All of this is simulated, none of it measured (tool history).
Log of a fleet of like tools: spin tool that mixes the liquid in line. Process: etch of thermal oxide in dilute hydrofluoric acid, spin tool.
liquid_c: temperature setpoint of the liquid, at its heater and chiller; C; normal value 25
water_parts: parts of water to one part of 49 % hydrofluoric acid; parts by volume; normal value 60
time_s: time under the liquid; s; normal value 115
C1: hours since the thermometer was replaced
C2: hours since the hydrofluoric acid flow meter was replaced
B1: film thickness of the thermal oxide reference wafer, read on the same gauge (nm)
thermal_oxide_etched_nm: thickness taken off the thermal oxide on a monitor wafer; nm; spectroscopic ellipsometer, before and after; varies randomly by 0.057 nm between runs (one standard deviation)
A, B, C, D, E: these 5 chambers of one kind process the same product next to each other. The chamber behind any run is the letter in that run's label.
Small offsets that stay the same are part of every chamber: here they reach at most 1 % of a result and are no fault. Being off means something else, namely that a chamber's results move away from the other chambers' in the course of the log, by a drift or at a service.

Run 1D, hour 5.1: usual settings; C1 888.3; C2 2400.8; B1 140.00. Result: thermal_oxide_etched_nm 9.8932 nm.
Run 2E, hour 8.8: usual settings; C1 1370.2; C2 388.6; B1 139.97. Result: thermal_oxide_etched_nm 9.9564 nm.
Run 3C, hour 12.8: usual settings; C1 28.8; C2 795.3; B1 139.98. Result: thermal_oxide_etched_nm 10.0710 nm.
Run 4B, hour 18.2: usual settings; C1 405.8; C2 826.3; B1 139.97. Result: thermal_oxide_etched_nm 9.9430 nm.
Run 5A, hour 21.8: usual settings but water_parts 40 parts by volume, time_s 145 s; C1 1272.5; C2 883.1; B1 140.01. Result: thermal_oxide_etched_nm 19.4610 nm.
Run 6A, hour 25.6: usual settings but water_parts 40 parts by volume, time_s 145 s; C1 1276.3; C2 886.9; B1 140.02. Result: thermal_oxide_etched_nm 19.1060 nm.
Run 7E, hour 29.2: usual settings but water_parts 40 parts by volume, time_s 145 s; C1 1390.6; C2 409.0; B1 140.00. Result: thermal_oxide_etched_nm 18.9340 nm.
Run 8C, hour 33.4: usual settings but water_parts 40 parts by volume, time_s 145 s; C1 49.4; C2 815.9; B1 140.03. Result: thermal_oxide_etched_nm 19.4960 nm.
Run 9B, hour 36.3: usual settings but water_parts 40 parts by volume, time_s 145 s; C1 423.9; C2 844.4; B1 140.00. Result: thermal_oxide_etched_nm 19.3660 nm.
Run 10D, hour 42.6: usual settings; C1 925.8; C2 2438.3; B1 139.99. Result: thermal_oxide_etched_nm 9.8323 nm.
Run 11E, hour 48.8: usual settings; C1 1410.2; C2 428.6; B1 140.01. Result: thermal_oxide_etched_nm 9.9385 nm.
Run 12C, hour 52.3: usual settings but liquid_c 22 C, time_s 80 s; C1 68.3; C2 834.8; B1 139.97. Result: thermal_oxide_etched_nm 6.1383 nm.
Run 13A, hour 58.2: usual settings but liquid_c 22 C, time_s 80 s; C1 1308.9; C2 919.5; B1 140.00. Result: thermal_oxide_etched_nm 6.1529 nm.
Run 14B, hour 63.3: usual settings but liquid_c 22 C, time_s 80 s; C1 450.9; C2 871.4; B1 139.99. Result: thermal_oxide_etched_nm 6.1014 nm.
Run 15D, hour 66.4: usual settings but liquid_c 22 C, time_s 80 s; C1 949.6; C2 2462.1; B1 140.04. Result: thermal_oxide_etched_nm 6.0792 nm.
Run 16B, hour 70.4: usual settings but liquid_c 22 C, time_s 80 s; C1 458.0; C2 878.5; B1 140.01. Result: thermal_oxide_etched_nm 6.1028 nm.
Run 17C, hour 76.2: usual settings; C1 92.2; C2 858.7; B1 140.01. Result: thermal_oxide_etched_nm 10.0210 nm.
Run 18A, hour 79.9: usual settings; C1 1330.6; C2 941.2; B1 140.03. Result: thermal_oxide_etched_nm 10.0680 nm.
Run 19D, hour 85.5: usual settings; C1 968.7; C2 2481.2; B1 139.97. Result: thermal_oxide_etched_nm 9.7796 nm.
Run 20E, hour 88.8: usual settings; C1 1450.2; C2 468.6; B1 139.98. Result: thermal_oxide_etched_nm 9.9359 nm.
Run 21E, hour 91.8: usual settings; C1 1453.2; C2 471.6; B1 139.99. Result: thermal_oxide_etched_nm 10.0270 nm.
Run 22D, hour 96.8: usual settings; C1 980.0; C2 2492.5; B1 139.98. Result: thermal_oxide_etched_nm 9.8983 nm.
Run 23B, hour 100.3: usual settings; C1 487.9; C2 908.4; B1 139.97. Result: thermal_oxide_etched_nm 9.9352 nm.
Run 24C, hour 106.4: usual settings; C1 122.4; C2 888.9; B1 140.00. Result: thermal_oxide_etched_nm 9.8861 nm.
Run 25A, hour 111.4: usual settings; C1 1362.1; C2 972.7; B1 139.98. Result: thermal_oxide_etched_nm 10.0320 nm.
Run 26B, hour 115.7: usual settings; C1 503.3; C2 923.8; B1 140.01. Result: thermal_oxide_etched_nm 9.8322 nm.
Run 27D, hour 121.2: usual settings but water_parts 90 parts by volume; C1 1004.4; C2 2516.9; B1 139.97. Result: thermal_oxide_etched_nm 6.3177 nm.
Run 28C, hour 126.7: usual settings but water_parts 90 parts by volume; C1 142.7; C2 909.2; B1 140.00. Result: thermal_oxide_etched_nm 6.4034 nm.
Run 29A, hour 131.5: usual settings but water_parts 90 parts by volume; C1 1382.2; C2 992.8; B1 140.02. Result: thermal_oxide_etched_nm 6.4082 nm.
Run 30E, hour 135.5: usual settings but water_parts 90 parts by volume; C1 1496.9; C2 515.3; B1 140.03. Result: thermal_oxide_etched_nm 6.6463 nm.
Run 31C, hour 138.9: usual settings but water_parts 90 parts by volume; C1 154.9; C2 921.4; B1 140.00. Result: thermal_oxide_etched_nm 6.3932 nm.
Run 32E, hour 144.2: usual settings; C1 1505.6; C2 524.0; B1 140.02. Result: thermal_oxide_etched_nm 10.2610 nm.
Run 33D, hour 147.6: usual settings; C1 1030.8; C2 2543.3; B1 140.00. Result: thermal_oxide_etched_nm 9.8918 nm.
Run 34A, hour 150.4: usual settings; C1 1401.1; C2 1011.7; B1 140.01. Result: thermal_oxide_etched_nm 10.0710 nm.
Run 35B, hour 155.9: usual settings; C1 543.5; C2 964.0; B1 140.04. Result: thermal_oxide_etched_nm 9.9279 nm.
Run 36A, hour 162.2: usual settings; C1 1412.9; C2 1023.5; B1 139.99. Result: thermal_oxide_etched_nm 9.9251 nm.
Run 37D, hour 166.3: usual settings; C1 1049.5; C2 2562.0; B1 140.00. Result: thermal_oxide_etched_nm 9.8046 nm.

All chambers now run identical settings, listed one chamber a line with results as question marks. What results will each chamber show?
Run 38A, hour 170.8: usual settings. Result: thermal_oxide_etched_nm ?.
Run 38B, hour 170.8: usual settings. Result: thermal_oxide_etched_nm ?.
Run 38C, hour 170.8: usual settings. Result: thermal_oxide_etched_nm ?.
Run 38D, hour 170.8: usual settings. Result: thermal_oxide_etched_nm ?.
Run 38E, hour 170.8: usual settings. Result: thermal_oxide_etched_nm ?.

run  thermal_oxide_etched_nm
38A                  10.0510
38B                   9.9378
38C                   9.9344
38D                   9.8399
38E                  10.3490

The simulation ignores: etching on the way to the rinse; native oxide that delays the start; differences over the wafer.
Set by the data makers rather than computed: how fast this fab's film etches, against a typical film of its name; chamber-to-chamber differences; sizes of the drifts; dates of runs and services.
